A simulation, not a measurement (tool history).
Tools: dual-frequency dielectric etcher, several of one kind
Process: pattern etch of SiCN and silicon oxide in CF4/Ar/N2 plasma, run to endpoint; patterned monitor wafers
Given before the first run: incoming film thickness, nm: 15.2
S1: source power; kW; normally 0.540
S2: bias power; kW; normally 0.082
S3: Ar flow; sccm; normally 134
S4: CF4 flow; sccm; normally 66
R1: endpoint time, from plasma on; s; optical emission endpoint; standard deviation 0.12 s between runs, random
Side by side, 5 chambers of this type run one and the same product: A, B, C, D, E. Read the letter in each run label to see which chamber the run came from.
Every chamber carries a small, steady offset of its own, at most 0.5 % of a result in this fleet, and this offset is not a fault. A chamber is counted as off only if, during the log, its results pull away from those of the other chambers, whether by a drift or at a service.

run,hour,S1,S2,S3,S4,R1
# hour 1.9: chamber A: wet clean of the chamber
1C,4.7,0.540,0.082,134,66,15.067
2B,13.1,0.540,0.082,134,66,15.185
3E,18.4,0.540,0.082,134,66,15.133
# hour 26.1: chamber B: bias power generator calibrated
4D,27.4,0.540,0.082,134,66,15.251
5A,34.9,0.600,0.082,134,57,14.163
6B,39.9,0.600,0.082,134,57,14.098
7E,47.0,0.600,0.082,134,57,14.244
8D,54.5,0.600,0.082,134,57,14.113
9C,59.3,0.600,0.082,134,57,14.229
10A,67.8,0.540,0.082,134,66,15.273
11C,74.3,0.540,0.082,134,66,14.953
12B,81.1,0.540,0.082,134,66,15.136
13A,85.9,0.540,0.082,134,66,15.300
14D,91.6,0.540,0.082,134,66,14.991
15E,98.1,0.540,0.082,134,66,15.314
16D,105.9,0.540,0.082,134,66,15.492
17B,114.3,0.540,0.082,134,66,15.129
18C,121.8,0.540,0.082,151,66,15.616
19E,127.5,0.540,0.082,151,66,15.517
20A,132.9,0.540,0.082,151,66,15.466
21D,138.6,0.540,0.082,151,66,15.384
22C,143.8,0.540,0.082,151,66,15.475
23B,148.8,0.540,0.082,134,66,15.124
24A,153.8,0.540,0.082,134,66,15.183
25E,161.9,0.540,0.082,134,66,15.224
26D,169.1,0.540,0.082,134,66,15.257
27A,178.4,0.540,0.065,134,77,16.169
28E,187.7,0.540,0.065,134,77,16.358
29C,192.9,0.540,0.065,134,77,16.025
30B,200.2,0.540,0.065,134,77,15.792
31A,207.9,0.540,0.065,134,77,16.090
32E,212.8,0.540,0.082,134,66,15.495
# hour 220.5: chamber B: wet clean of the chamber
33B,221.6,0.540,0.082,134,66,15.130
34D,228.2,0.540,0.082,134,66,15.343
35C,235.8,0.540,0.082,134,66,15.011
36A,240.1,0.650,0.082,134,60,13.170
37B,248.7,0.650,0.082,134,60,13.133
38D,253.5,0.650,0.082,134,60,13.037
# hour 255.5: chamber A: bias power generator calibrated
39E,261.1,0.650,0.082,134,60,13.734
40C,266.3,0.650,0.082,134,60,13.271
41A,275.3,0.540,0.082,134,66,15.056
42D,279.7,0.540,0.082,134,66,15.066
43B,287.9,0.540,0.082,134,66,14.891

What goes on in this fleet: one chamber off, a drifting gauge, or nothing beyond the chambers' own small offsets? Name the chamber and the cause, if any.

Chamber E drifts away from the others.
Cause: etch rate under this chamber's usual, % = 5.24.
The log might look much the same if the cause were instead: source power that arrives under what is set, %.

Below are 4 candidate recipes for chamber E's next run, each the usual settings with a change, their results shown as question marks. Which of them brings E's results back in line with what the other chambers give on the usual settings?
Counts as in line when no further than this from what the other chambers average on the usual settings: R1 0.430 s
44E-1,294.8,0.480,0.079,137,66,?
44E-2,294.8,0.510,0.080,135,65,?
44E-3,294.8,0.540,0.091,127,69,?
44E-4,294.8,0.610,0.082,131,66,?

The mean the other chambers reach with the usual settings: R1 15.179 s
run,R1
44E-1,18.078
44E-2,17.069
44E-3,15.221
44E-4,14.364
With 44E-3, the chamber falls back in line with the rest.
